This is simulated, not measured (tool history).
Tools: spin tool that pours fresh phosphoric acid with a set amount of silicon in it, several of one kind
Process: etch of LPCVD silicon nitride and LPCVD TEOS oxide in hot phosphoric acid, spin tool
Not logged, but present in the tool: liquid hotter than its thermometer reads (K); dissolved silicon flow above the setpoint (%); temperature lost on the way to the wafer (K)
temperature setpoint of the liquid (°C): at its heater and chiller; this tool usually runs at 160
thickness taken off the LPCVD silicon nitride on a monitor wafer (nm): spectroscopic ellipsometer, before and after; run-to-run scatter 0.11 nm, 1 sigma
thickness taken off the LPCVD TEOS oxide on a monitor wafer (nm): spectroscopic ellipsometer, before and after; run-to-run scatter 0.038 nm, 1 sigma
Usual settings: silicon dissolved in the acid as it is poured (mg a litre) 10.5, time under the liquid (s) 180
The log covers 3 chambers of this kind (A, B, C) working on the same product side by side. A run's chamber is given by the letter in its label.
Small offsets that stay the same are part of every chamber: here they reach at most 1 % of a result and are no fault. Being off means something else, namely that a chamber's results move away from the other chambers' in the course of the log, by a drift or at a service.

run	day	temperature setpoint of the liquid (°C)	silicon dissolved in the acid as it is poured (mg a litre)	time under the liquid (s)	hours since the thermometer was replaced	hours since the dissolved silicon flow meter was replaced	hours since the heated supply line was repaired	read-back film thickness of the LPCVD silicon nitride reference wafer, read on the same gauge (nm)	read-back film thickness of the LPCVD TEOS oxide reference wafer, read on the same gauge (nm)	thickness taken off the LPCVD silicon nitride on a monitor wafer (nm)	thickness taken off the LPCVD TEOS oxide on a monitor wafer (nm)
# day 0.346: chamber A: thermometer replaced
1B	0.638	160	10.5	180	98.5	746.5	1777.3	90.012	129.98	15.599	0.49335
2C	1.238	160	10.5	180	1232.6	217.8	587.5	89.971	130.02	15.744	0.49132
3A	1.783	160	10.5	180	34.5	1015.2	2510.7	90.017	129.99	15.661	0.51658
4B	2.479	160	10.5	180	142.7	790.7	1821.5	89.995	129.98	15.452	0.47153
5A	3.042	160	10.5	180	64.7	1045.4	2540.9	89.982	129.99	15.404	0.5755
6C	3.633	160	10.5	180	1290.1	275.3	645	90.001	130.01	15.787	0.5305
7A	3.967	160	10.5	80	86.9	1067.6	2563.1	90.032	129.97	6.95	0.23719
8C	4.546	160	10.5	80	1312	297.2	666.9	89.967	130.01	6.8778	0.20458
# day 4.796: chamber B: dissolved silicon flow meter replaced
9B	4.9	160	10.5	80	200.8	2.6	1879.6	90.035	130.02	6.9007	0.21869
10C	5.229	160	10.5	180	1328.4	313.6	683.3	90.012	129.97	15.316	0.50584
# day 5.708: chamber A: dissolved silicon flow meter replaced
11B	5.796	160	10.5	180	222.3	24.1	1901.1	89.954	130.02	15.664	0.52515
12A	6.425	160	10.5	180	145.9	17.2	2622.1	89.972	130.02	15.613	0.51118
13B	6.829	160	10.5	180	247.1	48.9	1925.9	89.974	129.99	15.618	0.51939
14C	7.438	161.5	10.5	180	1381.4	366.6	736.3	89.975	130.02	15.857	0.47979
15A	8.004	161.5	10.5	180	183.8	55.1	2660	90.013	129.99	16.447	0.51467
16C	8.621	161.5	10.5	180	1409.8	395	764.7	89.992	129.97	15.806	0.43276
17B	9.008	160	10.5	180	299.4	101.2	1978.2	89.946	129.99	15.59	0.53369
# day 9.325: chamber A: heated supply line repaired
18A	9.521	160	10.5	180	220.2	91.5	4.8	89.98	130	15.504	0.56211
19A	10.183	160	7.5	220	236.1	107.4	20.7	90.013	129.98	19.087	0.71012
20B	10.512	160	7.5	220	335.5	137.3	2014.3	90.012	129.99	19.005	0.64618
21C	11.129	160	7.5	220	1470	455.2	824.9	90.008	129.99	18.006	0.58183
22A	11.504	157.5	18.5	180	267.8	139.1	52.4	90.002	130.02	14.5	0.37347
23C	12.133	157.5	18.5	180	1494.1	479.3	849	89.982	130	13.403	0.26362

Read the log: is a single chamber off, either drifting away or since a service, is the gauge that measures every chamber drifting, or is nothing wrong beyond small per-chamber offsets? Name any odd chamber and what most likely caused it.

Chamber C drifts away from the others.
What lies behind it: temperature lost on the way to the wafer (K) = 2.33.
The log might look much the same if the cause were instead: liquid colder than its thermometer reads (K).

Chamber C could run next with any of the 4 candidate recipes listed below; each alters the usual settings, and their results appear as question marks. Which one brings its results back in line with what the other chambers deliver on the usual settings?
Counts as in line when no further than this from what the other chambers average on the usual settings: thickness taken off the LPCVD silicon nitride on a monitor wafer (nm) 0.39; thickness taken off the LPCVD TEOS oxide on a monitor wafer (nm) 0.13
24C-1	12.633	161.5	5	195						?	?
24C-2	12.633	159.5	13.5	170						?	?
24C-3	12.633	159	15.5	165						?	?
24C-4	12.633	160.5	7.5	190						?	?

The other chambers' mean on the usual settings: thickness taken off the LPCVD silicon nitride on a monitor wafer (nm) 15.578; thickness taken off the LPCVD TEOS oxide on a monitor wafer (nm) 0.50982
run	thickness taken off the LPCVD silicon nitride on a monitor wafer (nm)	thickness taken off the LPCVD TEOS oxide on a monitor wafer (nm)
24C-1	16.658	0.60476
24C-2	13.558	0.37525
24C-3	12.937	0.33388
24C-4	15.687	0.51815
The right change is 24C-4: it brings the chamber back within the allowed miss of the others.

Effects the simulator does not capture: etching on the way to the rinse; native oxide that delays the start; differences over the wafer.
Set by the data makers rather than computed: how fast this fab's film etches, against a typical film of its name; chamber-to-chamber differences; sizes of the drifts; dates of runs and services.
